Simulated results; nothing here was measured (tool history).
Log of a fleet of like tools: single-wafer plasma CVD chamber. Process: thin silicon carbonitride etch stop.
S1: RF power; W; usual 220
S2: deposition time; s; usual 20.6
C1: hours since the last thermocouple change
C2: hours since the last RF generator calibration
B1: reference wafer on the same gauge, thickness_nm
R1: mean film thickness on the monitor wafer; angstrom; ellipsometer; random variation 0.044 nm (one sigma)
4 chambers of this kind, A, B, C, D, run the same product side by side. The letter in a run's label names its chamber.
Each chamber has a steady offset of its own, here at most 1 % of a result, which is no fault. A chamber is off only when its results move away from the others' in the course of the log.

run 1B hour=6.5 | S1=220 S2=20.6 | C1=673.8 C2=593.9 | B1=10.497 | R1=119.35
run 2C hour=17.5 | S1=220 S2=20.6 | C1=1117.7 C2=824.9 | B1=10.502 | R1=121.48
run 3A hour=26.4 | S1=220 S2=20.6 | C1=2549.9 C2=1728.4 | B1=10.503 | R1=122.56
run 4D hour=32.8 | S1=220 S2=20.6 | C1=1120.6 C2=199.4 | B1=10.501 | R1=120.88
run 5D hour=39.5 | S1=180 S2=18.9 | C1=1127.3 C2=206.1 | B1=10.490 | R1=104.02
run 6B hour=45.7 | S1=180 S2=18.9 | C1=713.0 C2=633.1 | B1=10.508 | R1=103.57
run 7A hour=52.4 | S1=180 S2=18.9 | C1=2575.9 C2=1754.4 | B1=10.511 | R1=105.54
run 8C hour=58.9 | S1=180 S2=18.9 | C1=1159.1 C2=866.3 | B1=10.498 | R1=105.10
-- hour=61.7 chamber A: RF generator calibrated
run 9C hour=69.2 | S1=220 S2=23.6 | C1=1169.4 C2=876.6 | B1=10.506 | R1=137.79
run 10A hour=78.1 | S1=220 S2=23.6 | C1=2601.6 C2=16.5 | B1=10.499 | R1=140.65
run 11D hour=87.3 | S1=220 S2=23.6 | C1=1175.1 C2=253.9 | B1=10.498 | R1=137.90
run 12B hour=99.2 | S1=220 S2=23.6 | C1=766.5 C2=686.6 | B1=10.504 | R1=136.78
run 13B hour=108.4 | S1=220 S2=20.6 | C1=775.7 C2=695.8 | B1=10.507 | R1=120.00
run 14C hour=116.7 | S1=220 S2=20.6 | C1=1216.9 C2=924.1 | B1=10.496 | R1=121.41
run 15A hour=124.7 | S1=220 S2=20.6 | C1=2648.2 C2=63.1 | B1=10.507 | R1=121.94
run 16D hour=135.5 | S1=220 S2=20.6 | C1=1223.3 C2=302.1 | B1=10.493 | R1=120.95
run 17B hour=144.9 | S1=185 S2=22.7 | C1=812.2 C2=732.3 | B1=10.506 | R1=124.76
run 18A hour=150.6 | S1=185 S2=22.7 | C1=2674.1 C2=89.0 | B1=10.501 | R1=127.51
run 19D hour=161.1 | S1=185 S2=22.7 | C1=1248.9 C2=327.7 | B1=10.500 | R1=125.59
run 20C hour=169.6 | S1=185 S2=22.7 | C1=1269.8 C2=977.0 | B1=10.498 | R1=127.08
run 21A hour=182.1 | S1=220 S2=20.6 | C1=2705.6 C2=120.5 | B1=10.511 | R1=121.95
run 22B hour=190.6 | S1=220 S2=20.6 | C1=857.9 C2=778.0 | B1=10.501 | R1=119.14
run 23C hour=202.9 | S1=220 S2=20.6 | C1=1303.1 C2=1010.3 | B1=10.497 | R1=121.45
-- hour=206.8 chamber C: thermocouple changed; heater temperature recalibrated
run 24D hour=211.3 | S1=220 S2=20.6 | C1=1299.1 C2=377.9 | B1=10.493 | R1=120.85
run 25C hour=220.9 | S1=220 S2=20.6 | C1=14.2 C2=1028.3 | B1=10.500 | R1=121.18

What goes on in this fleet: one chamber off, a drifting gauge, or nothing beyond the chambers' own small offsets? Name the chamber and the cause, if any.

No chamber stands off beyond its own small offset, and the gauge holds steady.

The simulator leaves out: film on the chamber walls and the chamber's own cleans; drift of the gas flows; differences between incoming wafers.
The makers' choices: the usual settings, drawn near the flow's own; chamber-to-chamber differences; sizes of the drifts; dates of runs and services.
